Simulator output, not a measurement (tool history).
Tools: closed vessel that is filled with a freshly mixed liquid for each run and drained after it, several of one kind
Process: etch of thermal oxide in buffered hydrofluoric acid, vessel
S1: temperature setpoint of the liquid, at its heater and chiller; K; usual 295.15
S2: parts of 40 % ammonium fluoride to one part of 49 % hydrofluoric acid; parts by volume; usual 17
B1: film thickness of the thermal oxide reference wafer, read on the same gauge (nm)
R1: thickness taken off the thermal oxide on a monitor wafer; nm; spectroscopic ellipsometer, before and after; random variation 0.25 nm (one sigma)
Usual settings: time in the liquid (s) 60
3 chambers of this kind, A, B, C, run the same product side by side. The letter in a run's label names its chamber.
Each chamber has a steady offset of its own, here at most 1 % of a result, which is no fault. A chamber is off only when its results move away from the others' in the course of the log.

{"run": "1C", "day": 0.546, "S1": 295.15, "S2": 17, "time in the liquid (s)": 60, "B1": 139.99, "R1": 38.908}
{"run": "2B", "day": 1.196, "S1": 295.15, "S2": 17, "time in the liquid (s)": 60, "B1": 140.01, "R1": 38.779}
{"run": "3A", "day": 1.617, "S1": 295.15, "S2": 17, "time in the liquid (s)": 60, "B1": 140.02, "R1": 38.434}
{"run": "4C", "day": 1.958, "S1": 295.15, "S2": 17, "time in the liquid (s)": 60, "B1": 140, "R1": 38.446}
{"run": "5B", "day": 2.375, "S1": 295.15, "S2": 17, "time in the liquid (s)": 60, "B1": 140.01, "R1": 38.849}
{"run": "6A", "day": 2.817, "S1": 295.15, "S2": 17, "time in the liquid (s)": 60, "B1": 140.01, "R1": 38.292}
{"run": "7A", "day": 3.15, "S1": 295.15, "S2": 17, "time in the liquid (s)": 60, "B1": 140.01, "R1": 38.531}
{"run": "8B", "day": 3.604, "S1": 295.15, "S2": 17, "time in the liquid (s)": 60, "B1": 139.98, "R1": 38.465}
{"run": "9C", "day": 4.042, "S1": 295.15, "S2": 17, "time in the liquid (s)": 60, "B1": 140, "R1": 38.646}
{"run": "10C", "day": 4.562, "S1": 295.15, "S2": 17, "time in the liquid (s)": 60, "B1": 139.99, "R1": 38.098}
{"run": "11A", "day": 5.067, "S1": 295.15, "S2": 17, "time in the liquid (s)": 60, "B1": 140, "R1": 38.944}
{"run": "12B", "day": 5.692, "S1": 295.15, "S2": 17, "time in the liquid (s)": 60, "B1": 140, "R1": 38.325}
{"run": "13C", "day": 6.008, "S1": 295.15, "S2": 17, "time in the liquid (s)": 60, "B1": 139.99, "R1": 38.335}
{"run": "14A", "day": 6.554, "S1": 295.15, "S2": 17, "time in the liquid (s)": 75, "B1": 140.01, "R1": 48.79}
{"run": "15B", "day": 7.133, "S1": 295.15, "S2": 17, "time in the liquid (s)": 75, "B1": 140, "R1": 47.947}
{"run": "16A", "day": 7.7, "S1": 295.15, "S2": 17, "time in the liquid (s)": 75, "B1": 140, "R1": 48.507}
{"run": "17B", "day": 8.2, "S1": 292.65, "S2": 17, "time in the liquid (s)": 60, "B1": 140.02, "R1": 33.346}
{"run": "18C", "day": 8.642, "S1": 292.65, "S2": 17, "time in the liquid (s)": 60, "B1": 140.02, "R1": 33.248}
{"run": "19A", "day": 8.988, "S1": 292.65, "S2": 17, "time in the liquid (s)": 60, "B1": 139.98, "R1": 33.491}
{"run": "20C", "day": 9.604, "S1": 295.15, "S2": 17, "time in the liquid (s)": 60, "B1": 140.01, "R1": 38.309}
{"run": "21B", "day": 10.133, "S1": 295.15, "S2": 17, "time in the liquid (s)": 60, "B1": 140.01, "R1": 37.778}
{"run": "22C", "day": 10.779, "S1": 295.15, "S2": 17, "time in the liquid (s)": 60, "B1": 139.97, "R1": 38.437}
{"day": 10.85, "done": "chamber C: hydrofluoric acid flow meter replaced"}
{"run": "23A", "day": 11.1, "S1": 292.15, "S2": 17, "time in the liquid (s)": 60, "B1": 140.01, "R1": 32.32}
{"run": "24B", "day": 11.471, "S1": 292.15, "S2": 17, "time in the liquid (s)": 60, "B1": 139.99, "R1": 31.739}
{"run": "25C", "day": 12.054, "S1": 292.15, "S2": 17, "time in the liquid (s)": 60, "B1": 140, "R1": 32.775}
{"run": "26A", "day": 12.558, "S1": 295.15, "S2": 17, "time in the liquid (s)": 35, "B1": 139.99, "R1": 22.007}
{"run": "27B", "day": 13.033, "S1": 295.15, "S2": 17, "time in the liquid (s)": 35, "B1": 139.99, "R1": 21.59}
{"run": "28A", "day": 13.646, "S1": 295.15, "S2": 17, "time in the liquid (s)": 35, "B1": 140.02, "R1": 22.322}
{"run": "29C", "day": 14.008, "S1": 295.15, "S2": 17, "time in the liquid (s)": 60, "B1": 139.99, "R1": 38.588}
{"run": "30B", "day": 14.292, "S1": 295.15, "S2": 17, "time in the liquid (s)": 60, "B1": 140.02, "R1": 36.739}
{"run": "31B", "day": 14.704, "S1": 295.15, "S2": 17, "time in the liquid (s)": 60, "B1": 139.99, "R1": 37.092}
{"run": "32C", "day": 15.271, "S1": 295.15, "S2": 17, "time in the liquid (s)": 60, "B1": 140.02, "R1": 38.746}
{"run": "33A", "day": 15.683, "S1": 295.15, "S2": 13.5, "time in the liquid (s)": 60, "B1": 139.99, "R1": 48.224}
{"run": "34A", "day": 16.333, "S1": 295.15, "S2": 13.5, "time in the liquid (s)": 60, "B1": 139.99, "R1": 48.703}
{"run": "35C", "day": 16.721, "S1": 295.15, "S2": 13.5, "time in the liquid (s)": 60, "B1": 140, "R1": 48.175}
{"run": "36B", "day": 17.129, "S1": 295.15, "S2": 17, "time in the liquid (s)": 60, "B1": 140.01, "R1": 36.446}
{"run": "37B", "day": 17.758, "S1": 295.15, "S2": 17, "time in the liquid (s)": 60, "B1": 140.01, "R1": 36.358}
{"run": "38A", "day": 18.158, "S1": 295.15, "S2": 17, "time in the liquid (s)": 60, "B1": 140.01, "R1": 38.345}
{"run": "39C", "day": 18.646, "S1": 295.15, "S2": 17, "time in the liquid (s)": 60, "B1": 140.01, "R1": 38.67}
{"day": 19.046, "done": "chamber A: hydrofluoric acid flow meter replaced"}
{"run": "40C", "day": 19.071, "S1": 295.15, "S2": 17, "time in the liquid (s)": 60, "B1": 139.99, "R1": 38.636}
{"run": "41B", "day": 19.704, "S1": 295.15, "S2": 17, "time in the liquid (s)": 60, "B1": 140, "R1": 35.587}
{"run": "42A", "day": 20.083, "S1": 295.15, "S2": 17, "time in the liquid (s)": 60, "B1": 140, "R1": 38.301}

Is one chamber off against the others, does the gauge drift, or is nothing wrong? If a chamber is off, say which, and what the likeliest cause is.

Chamber B drifts away from the others.
Cause: hydrofluoric acid flow below the setpoint (%) = 8.23.
The log may not tell that from: liquid colder than its thermometer reads (K).

Here are 4 candidates for chamber B's next run, each the usual settings with a change, their results left as question marks. Which one brings its results back in line with what the others give on the usual settings?
In line means no further than this from the other chambers' mean on the usual settings: R1 0.89 nm
{"run": "43B-1", "day": 20.554, "S1": 294.65, "S2": 18, "time in the liquid (s)": 60, "R1": "?"}
{"run": "43B-2", "day": 20.554, "S1": 295.15, "S2": 17, "time in the liquid (s)": 65, "R1": "?"}
{"run": "43B-3", "day": 20.554, "S1": 295.15, "S2": 16.5, "time in the liquid (s)": 60, "R1": "?"}
{"run": "43B-4", "day": 20.554, "S1": 295.15, "S2": 17.5, "time in the liquid (s)": 60, "R1": "?"}

The other chambers' mean on the usual settings: R1 38.5 nm
run=43B-1 R1=32.587
run=43B-2 R1=38.406
run=43B-3 R1=36.514
run=43B-4 R1=34.45
43B-2 brings the chamber back in line.
